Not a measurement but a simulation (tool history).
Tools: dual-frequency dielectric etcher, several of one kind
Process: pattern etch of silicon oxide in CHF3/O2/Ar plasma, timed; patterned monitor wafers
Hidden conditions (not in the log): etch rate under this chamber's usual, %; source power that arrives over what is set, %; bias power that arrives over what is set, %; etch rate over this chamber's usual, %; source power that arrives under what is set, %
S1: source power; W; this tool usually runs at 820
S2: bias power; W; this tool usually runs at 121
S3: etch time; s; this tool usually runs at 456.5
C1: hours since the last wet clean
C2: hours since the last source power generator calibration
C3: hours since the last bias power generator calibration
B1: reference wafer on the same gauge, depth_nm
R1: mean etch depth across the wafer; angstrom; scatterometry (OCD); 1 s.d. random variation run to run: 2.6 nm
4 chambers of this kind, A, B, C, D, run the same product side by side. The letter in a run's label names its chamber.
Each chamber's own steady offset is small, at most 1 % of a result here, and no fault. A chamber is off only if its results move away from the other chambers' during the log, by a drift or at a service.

run   hour    S1   S2     S3     C1      C2      C3      B1      R1
       0.2  -- chamber D: source power generator calibrated
 1D    6.4   820  121  456.5   35.5     6.2  4005.3  1033.0  9044.8
 2C   13.2   820  121  456.5  211.5   983.3  2551.8  1033.3  8968.7
 3B   21.9   820  121  456.5   85.0  1608.8  3269.6  1033.1  8986.6
 4A   31.5   820  121  456.5  170.0   439.7  2278.6  1032.9  8991.4
 5C   41.7   820  121  456.5  240.0  1011.8  2580.3  1032.4  8967.0
 6A   53.0   820  121  456.5  191.5   461.2  2300.1  1032.8  9003.7
 7D   64.4   820  121  456.5   93.5    64.2  4063.3  1032.8  9009.4
 8B   74.4   820  121  456.5  137.5  1661.3  3322.1  1033.4  9003.7
 9D   81.3   820  121  456.5  110.4    81.1  4080.2  1032.8  9023.8
10B   94.0   820  121  456.5  157.1  1680.9  3341.7  1033.6  9008.0
11C  103.6   820  121  456.5  301.9  1073.7  2642.2  1033.8  8936.3
12A  116.4   970  103  456.5  254.9   524.6  2363.5  1033.3  9114.7
13A  127.5   970  103  456.5  266.0   535.7  2374.6  1032.8  9101.0
14B  135.5   970  103  456.5  198.6  1722.4  3383.2  1032.7  9164.5
15D  142.5   970  103  456.5  171.6   142.3  4141.4  1032.7  9195.7
16C  152.6   820  121  456.5  350.9  1122.7  2691.2  1033.0  8947.5
17B  159.4   820  121  456.5  222.5  1746.3  3407.1  1032.0  8982.5
18A  168.1   820  121  456.5  306.6   576.3  2415.2  1032.4  8970.1
19D  179.3   820  121  456.5  208.4   179.1  4178.2  1032.9  9049.9
20C  185.7   820  121  456.5  384.0  1155.8  2724.3  1033.1  8944.1
21D  198.3   820  121  456.5  227.4   198.1  4197.2  1032.7  9004.6
22A  208.5   820  121  456.5  347.0   616.7  2455.6  1033.0  8960.4
23B  216.0   820  121  456.5  279.1  1802.9  3463.7  1033.0  9066.5
24C  225.9   820  121  456.5  424.2  1196.0  2764.5  1032.7  8923.3
25C  238.3   820  121  456.5  436.6  1208.4  2776.9  1032.8  8919.9
26D  250.0   820  121  456.5  279.1   249.8  4248.9  1033.5  8969.2
27A  260.8   900  136  456.5  399.3   669.0  2507.9  1032.9  9631.7
28B  271.2   900  136  456.5  334.3  1858.1  3518.9  1032.4  9742.8
29D  277.5   900  136  456.5  306.6   277.3  4276.4  1032.4  9691.5
30B  290.3   900  136  456.5  353.4  1877.2  3538.0  1033.3  9761.2
31A  300.6   820  121  456.5  439.1   708.8  2547.7  1032.7  8977.8
32C  308.9  1010  121  456.5  507.2  1279.0  2847.5  1032.5  9672.4
33D  316.6  1010  121  456.5  345.7   316.4  4315.5  1033.0  9830.2
34B  326.7  1010  121  456.5  389.8  1913.6  3574.4  1032.6  9972.2
35A  332.4  1010  121  456.5  470.9   740.6  2579.5  1033.1  9726.9
36C  341.6   820  121  456.5  539.9  1311.7  2880.2  1033.4  8957.1
37D  347.6   820  121  456.5  376.7   347.4  4346.5  1032.2  9019.5
38A  354.5   820  121  456.5  493.0   762.7  2601.6  1033.2  8905.3
     360.5  -- chamber C: wet clean of the chamber
     364.5  -- chamber A: wet clean of the chamber
39B  365.7   820  121  456.5  428.8  1952.6  3613.4  1033.0  9170.7
     371.7  -- chamber D: wet clean of the chamber
40C  375.6   820  121  456.5   15.2  1345.7  2914.2  1032.5  8924.3
41A  386.0   820  121  456.5   21.5   794.2  2633.1  1031.9  8997.7
42B  399.0   820  121  456.5  462.1  1985.9  3646.7  1033.7  9176.3
43D  405.7   820  121  456.5   34.0   405.5  4404.6  1032.9  9005.9
44C  413.6   820  121  456.5   53.2  1383.7  2952.2  1033.3  8971.6

Which is it: a chamber that has drifted or been left off by a service, a gauge drift common to all chambers, or only each chamber's usual small offset? If a chamber is off, name it and its likeliest cause.

Little by little, chamber B moves away from the other chambers.
Likeliest cause: etch rate over this chamber's usual, % = 2.25.
The log may not separate it from: source power that arrives over what is set, %.

Which of the 4 candidates below, each the usual settings with something changed and its results left as question marks, puts chamber B back in line with what the other chambers give on the usual settings?
Maximum distance from the other chambers' mean on the usual settings for a result to count as in line: R1 91.0 angstrom
45B-1  423.1  820  121  476.5                   ?
45B-2  423.1  820  112  456.5                   ?
45B-3  423.1  820  104  456.5                   ?
45B-4  423.1  820  121  465.0                   ?

Other chambers, usual settings, mean: R1 8981.1 angstrom
  run      R1
45B-1  9571.2
45B-2  8958.3
45B-3  8764.1
45B-4  9340.2
45B-2 puts the chamber back in line with the other chambers.
